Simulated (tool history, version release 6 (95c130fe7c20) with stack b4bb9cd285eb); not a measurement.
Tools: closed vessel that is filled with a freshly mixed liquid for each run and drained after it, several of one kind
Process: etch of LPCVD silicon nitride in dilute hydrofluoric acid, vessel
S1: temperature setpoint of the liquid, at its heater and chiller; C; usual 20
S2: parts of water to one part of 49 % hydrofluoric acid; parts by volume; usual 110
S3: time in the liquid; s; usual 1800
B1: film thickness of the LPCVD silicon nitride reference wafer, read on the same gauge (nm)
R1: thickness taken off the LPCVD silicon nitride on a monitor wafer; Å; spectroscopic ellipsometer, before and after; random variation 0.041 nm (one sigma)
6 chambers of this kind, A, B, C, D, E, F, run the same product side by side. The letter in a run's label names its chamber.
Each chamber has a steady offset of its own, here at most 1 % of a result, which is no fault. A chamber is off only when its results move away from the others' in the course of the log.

{"run": "1B", "hour": 4.8, "S1": 20, "S2": 110, "S3": 1800, "B1": 79.997, "R1": 60.185}
{"run": "2F", "hour": 8.9, "S1": 20, "S2": 110, "S3": 1800, "B1": 79.973, "R1": 61.282}
{"run": "3D", "hour": 13.2, "S1": 20, "S2": 110, "S3": 1800, "B1": 80.039, "R1": 61.391}
{"run": "4A", "hour": 16.9, "S1": 20, "S2": 110, "S3": 1800, "B1": 80.026, "R1": 61.26}
{"run": "5C", "hour": 21.5, "S1": 20, "S2": 110, "S3": 1800, "B1": 80.014, "R1": 61.44}
{"run": "6E", "hour": 26.8, "S1": 20, "S2": 110, "S3": 1800, "B1": 79.981, "R1": 61.755}
{"run": "7F", "hour": 31.0, "S1": 20, "S2": 110, "S3": 1800, "B1": 79.991, "R1": 62.227}
{"run": "8A", "hour": 34.1, "S1": 20, "S2": 110, "S3": 1800, "B1": 80.015, "R1": 61.41}
{"run": "9E", "hour": 39.2, "S1": 20, "S2": 110, "S3": 1800, "B1": 80.018, "R1": 61.984}
{"run": "10D", "hour": 45.4, "S1": 20, "S2": 110, "S3": 1800, "B1": 79.948, "R1": 61.568}
{"run": "11B", "hour": 48.6, "S1": 20, "S2": 110, "S3": 1800, "B1": 80.059, "R1": 61.189}
{"run": "12C", "hour": 53.1, "S1": 20, "S2": 110, "S3": 1800, "B1": 80.006, "R1": 60.296}
{"run": "13B", "hour": 56.6, "S1": 20, "S2": 110, "S3": 1800, "B1": 80.015, "R1": 60.649}
{"run": "14E", "hour": 60.4, "S1": 20, "S2": 110, "S3": 1800, "B1": 79.917, "R1": 61.063}
{"run": "15A", "hour": 63.8, "S1": 20, "S2": 110, "S3": 1800, "B1": 80.023, "R1": 61.669}
{"run": "16F", "hour": 68.7, "S1": 20, "S2": 110, "S3": 1800, "B1": 79.944, "R1": 61.541}
{"run": "17D", "hour": 71.7, "S1": 20, "S2": 110, "S3": 1800, "B1": 80.015, "R1": 61.292}
{"run": "18C", "hour": 75.2, "S1": 20, "S2": 110, "S3": 1185, "B1": 79.966, "R1": 39.593}
{"run": "19F", "hour": 80.8, "S1": 20, "S2": 110, "S3": 1185, "B1": 79.996, "R1": 40.482}
{"run": "20B", "hour": 84.0, "S1": 20, "S2": 110, "S3": 1185, "B1": 79.984, "R1": 41.142}
{"run": "21E", "hour": 88.8, "S1": 20, "S2": 110, "S3": 1185, "B1": 80.0, "R1": 40.649}
{"run": "22A", "hour": 94.1, "S1": 20, "S2": 110, "S3": 1185, "B1": 80.044, "R1": 40.425}
{"run": "23D", "hour": 98.3, "S1": 20, "S2": 110, "S3": 1185, "B1": 79.997, "R1": 40.941}
{"run": "24C", "hour": 102.4, "S1": 20, "S2": 110, "S3": 1800, "B1": 80.013, "R1": 60.66}
{"run": "25B", "hour": 106.7, "S1": 20, "S2": 110, "S3": 1800, "B1": 80.02, "R1": 62.356}
{"run": "26D", "hour": 111.1, "S1": 20, "S2": 110, "S3": 1800, "B1": 79.953, "R1": 61.63}
{"run": "27A", "hour": 117.3, "S1": 20, "S2": 110, "S3": 1800, "B1": 80.023, "R1": 61.073}
{"run": "28C", "hour": 122.7, "S1": 20, "S2": 110, "S3": 2370, "B1": 80.009, "R1": 79.295}
{"run": "29F", "hour": 128.2, "S1": 20, "S2": 110, "S3": 2370, "B1": 80.027, "R1": 80.912}
{"run": "30E", "hour": 132.2, "S1": 20, "S2": 110, "S3": 2370, "B1": 79.982, "R1": 81.089}
{"run": "31A", "hour": 137.6, "S1": 20, "S2": 110, "S3": 2370, "B1": 80.015, "R1": 80.14}
{"run": "32C", "hour": 142.9, "S1": 20, "S2": 110, "S3": 2370, "B1": 79.968, "R1": 80.552}
{"run": "33B", "hour": 147.8, "S1": 20, "S2": 110, "S3": 2370, "B1": 79.981, "R1": 84.847}
{"run": "34E", "hour": 152.2, "S1": 20, "S2": 110, "S3": 1800, "B1": 79.996, "R1": 61.993}
{"run": "35F", "hour": 157.5, "S1": 20, "S2": 110, "S3": 1800, "B1": 80.019, "R1": 61.71}
{"run": "36D", "hour": 162.6, "S1": 20, "S2": 110, "S3": 1800, "B1": 80.011, "R1": 61.563}
{"run": "37D", "hour": 165.7, "S1": 20, "S2": 110, "S3": 1800, "B1": 80.018, "R1": 62.103}
{"run": "38A", "hour": 171.8, "S1": 20, "S2": 110, "S3": 1800, "B1": 80.023, "R1": 61.337}
{"run": "39C", "hour": 175.2, "S1": 20, "S2": 110, "S3": 1800, "B1": 79.987, "R1": 60.305}
{"run": "40F", "hour": 179.7, "S1": 20, "S2": 155, "S3": 1800, "B1": 80.015, "R1": 43.797}
{"run": "41B", "hour": 182.6, "S1": 20, "S2": 155, "S3": 1800, "B1": 80.041, "R1": 47.097}

What goes on in this fleet: one chamber off, a drifting gauge, or nothing beyond the chambers' own small offsets? Name the chamber and the cause, if any.

Chamber B drifts away from the others.
Cause: hydrofluoric acid flow above the setpoint (%) = 8.75.
The log may not tell that from: liquid hotter than its thermometer reads (K).

Here are 4 candidates for chamber B's next run, each the usual settings with a change, their results left as question marks. Which one brings its results back in line with what the others give on the usual settings?
In line means no further than this from the other chambers' mean on the usual settings: R1 1.400 Å
{"run": "42B-1", "hour": 187.5, "S1": 20, "S2": 110, "S3": 1845, "R1": "?"}
{"run": "42B-2", "hour": 187.5, "S1": 20, "S2": 110, "S3": 1670, "R1": "?"}
{"run": "42B-3", "hour": 187.5, "S1": 20, "S2": 110, "S3": 1740, "R1": "?"}
{"run": "42B-4", "hour": 187.5, "S1": 21, "S2": 110, "S3": 1800, "R1": "?"}

The other chambers' mean on the usual settings: R1 61.389 Å
run=42B-1 R1=67.780
run=42B-2 R1=61.351
run=42B-3 R1=63.923
run=42B-4 R1=70.669
42B-2 brings the chamber back in line.

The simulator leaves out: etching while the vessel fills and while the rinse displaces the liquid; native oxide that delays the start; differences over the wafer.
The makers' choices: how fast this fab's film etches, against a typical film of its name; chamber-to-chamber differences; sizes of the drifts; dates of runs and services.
